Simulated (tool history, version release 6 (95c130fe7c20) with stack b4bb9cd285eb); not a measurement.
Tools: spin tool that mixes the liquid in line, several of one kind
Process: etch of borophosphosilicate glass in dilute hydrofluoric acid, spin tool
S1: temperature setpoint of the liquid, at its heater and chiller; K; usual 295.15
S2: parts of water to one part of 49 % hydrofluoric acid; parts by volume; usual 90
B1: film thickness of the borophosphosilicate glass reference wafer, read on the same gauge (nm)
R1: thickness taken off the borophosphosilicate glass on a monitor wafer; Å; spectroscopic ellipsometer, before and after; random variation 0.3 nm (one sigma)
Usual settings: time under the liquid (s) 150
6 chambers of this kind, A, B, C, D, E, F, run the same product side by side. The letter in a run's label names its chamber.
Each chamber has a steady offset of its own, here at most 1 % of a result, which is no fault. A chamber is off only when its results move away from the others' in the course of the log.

Run 1E, hour 8.0: usual settings; B1 29.981. Result: R1 437.67 Å.
Run 2A, hour 18.2: usual settings; B1 30.011. Result: R1 440.58 Å.
Run 3B, hour 23.9: usual settings; B1 30.000. Result: R1 440.25 Å.
Run 4D, hour 30.7: usual settings; B1 29.966. Result: R1 442.21 Å.
Run 5F, hour 37.2: usual settings; B1 30.022. Result: R1 436.21 Å.
Run 6C, hour 45.7: usual settings but time under the liquid (s) 100; B1 30.027. Result: R1 294.15 Å.
Run 7C, hour 52.0: usual settings but time under the liquid (s) 100; B1 29.981. Result: R1 293.43 Å.
Run 8B, hour 61.6: usual settings but time under the liquid (s) 100; B1 30.032. Result: R1 294.67 Å.
Run 9A, hour 67.8: usual settings but time under the liquid (s) 100; B1 30.016. Result: R1 291.02 Å.
Run 10F, hour 79.3: usual settings but time under the liquid (s) 100; B1 30.002. Result: R1 292.14 Å.
Run 11D, hour 86.5: usual settings but time under the liquid (s) 100; B1 29.943. Result: R1 292.15 Å.
Run 12E, hour 98.7: usual settings; B1 29.959. Result: R1 441.01 Å.
Run 13C, hour 108.6: usual settings; B1 30.015. Result: R1 434.20 Å.
Run 14F, hour 117.2: usual settings; B1 30.008. Result: R1 441.12 Å.
Run 15A, hour 130.3: usual settings; B1 29.961. Result: R1 440.81 Å.
Run 16B, hour 141.7: usual settings; B1 30.049. Result: R1 439.48 Å.
Run 17E, hour 148.4: usual settings but time under the liquid (s) 190; B1 29.997. Result: R1 553.81 Å.
Run 18D, hour 157.5: usual settings but time under the liquid (s) 190; B1 30.010. Result: R1 542.73 Å.
Run 19F, hour 167.0: usual settings but time under the liquid (s) 190; B1 29.968. Result: R1 552.79 Å.
Run 20D, hour 176.3: usual settings but time under the liquid (s) 190; B1 29.973. Result: R1 542.62 Å.
Run 21C, hour 189.2: usual settings but time under the liquid (s) 190; B1 29.992. Result: R1 550.91 Å.
Run 22E, hour 198.0: usual settings but time under the liquid (s) 190; B1 30.000. Result: R1 560.88 Å.
Run 23A, hour 203.8: usual settings; B1 29.986. Result: R1 438.63 Å.
Run 24B, hour 213.2: usual settings but S1 299.65 K, time under the liquid (s) 65; B1 29.996. Result: R1 233.27 Å.
Run 25D, hour 223.8: usual settings but S1 299.65 K, time under the liquid (s) 65; B1 29.979. Result: R1 219.44 Å.
At hour 224.4: chamber A: hydrofluoric acid flow meter replaced.
Run 26C, hour 229.9: usual settings but S1 299.65 K, time under the liquid (s) 65; B1 29.964. Result: R1 229.79 Å.
Run 27E, hour 240.5: usual settings but S1 299.65 K, time under the liquid (s) 65; B1 29.964. Result: R1 228.85 Å.
At hour 240.8: chamber F: hydrofluoric acid flow meter replaced.
At hour 246.8: chamber C: hydrofluoric acid flow meter replaced.
Run 28F, hour 250.9: usual settings but S1 299.65 K, time under the liquid (s) 65; B1 29.969. Result: R1 226.40 Å.
Run 29A, hour 263.9: usual settings but S1 299.65 K, time under the liquid (s) 65; B1 29.969. Result: R1 228.15 Å.
Run 30B, hour 272.6: usual settings but S1 292.15 K, S2 110 parts by volume; B1 30.029. Result: R1 310.46 Å.
Run 31E, hour 283.0: usual settings but S1 292.15 K, S2 110 parts by volume; B1 29.955. Result: R1 312.72 Å.
Run 32F, hour 292.2: usual settings but S1 292.15 K, S2 110 parts by volume; B1 30.012. Result: R1 309.79 Å.
Run 33C, hour 304.0: usual settings but S1 292.15 K, S2 110 parts by volume; B1 29.971. Result: R1 309.34 Å.
Run 34D, hour 312.5: usual settings but S1 292.15 K, S2 110 parts by volume; B1 30.040. Result: R1 293.95 Å.
Run 35B, hour 319.7: usual settings but S1 292.15 K, S2 110 parts by volume; B1 29.972. Result: R1 311.35 Å.
Run 36A, hour 325.9: usual settings; B1 29.992. Result: R1 437.07 Å.
Run 37E, hour 336.5: usual settings; B1 30.030. Result: R1 444.38 Å.
Run 38D, hour 342.6: usual settings; B1 29.981. Result: R1 406.14 Å.
Run 39C, hour 354.7: usual settings; B1 30.026. Result: R1 438.26 Å.
Run 40B, hour 362.4: usual settings; B1 29.972. Result: R1 439.46 Å.

Is one chamber off against the others, does the gauge drift, or is nothing wrong? If a chamber is off, say which, and what the likeliest cause is.

Chamber D drifts away from the others.
Cause: hydrofluoric acid flow below the setpoint (%) = 7.24.
The log may not tell that from: liquid colder than its thermometer reads (K).

Here are 4 candidates for chamber D's next run, each the usual settings with a change, their results left as question marks. Which one brings its results back in line with what the others give on the usual settings?
In line means no further than this from the other chambers' mean on the usual settings: R1 11.00 Å
Run 41D-1, hour 371.7: usual settings but time under the liquid (s) 155. Result: R1 ?.
Run 41D-2, hour 371.7: usual settings but S1 295.65 K, S2 85 parts by volume. Result: R1 ?.
Run 41D-3, hour 371.7: usual settings but time under the liquid (s) 145. Result: R1 ?.
Run 41D-4, hour 371.7: usual settings but S1 293.15 K. Result: R1 ?.

The other chambers' mean on the usual settings: R1 438.70 Å
  run      R1
41D-1  418.17
41D-2  439.80
41D-3  391.19
41D-4  373.44
41D-2 brings the chamber back in line.

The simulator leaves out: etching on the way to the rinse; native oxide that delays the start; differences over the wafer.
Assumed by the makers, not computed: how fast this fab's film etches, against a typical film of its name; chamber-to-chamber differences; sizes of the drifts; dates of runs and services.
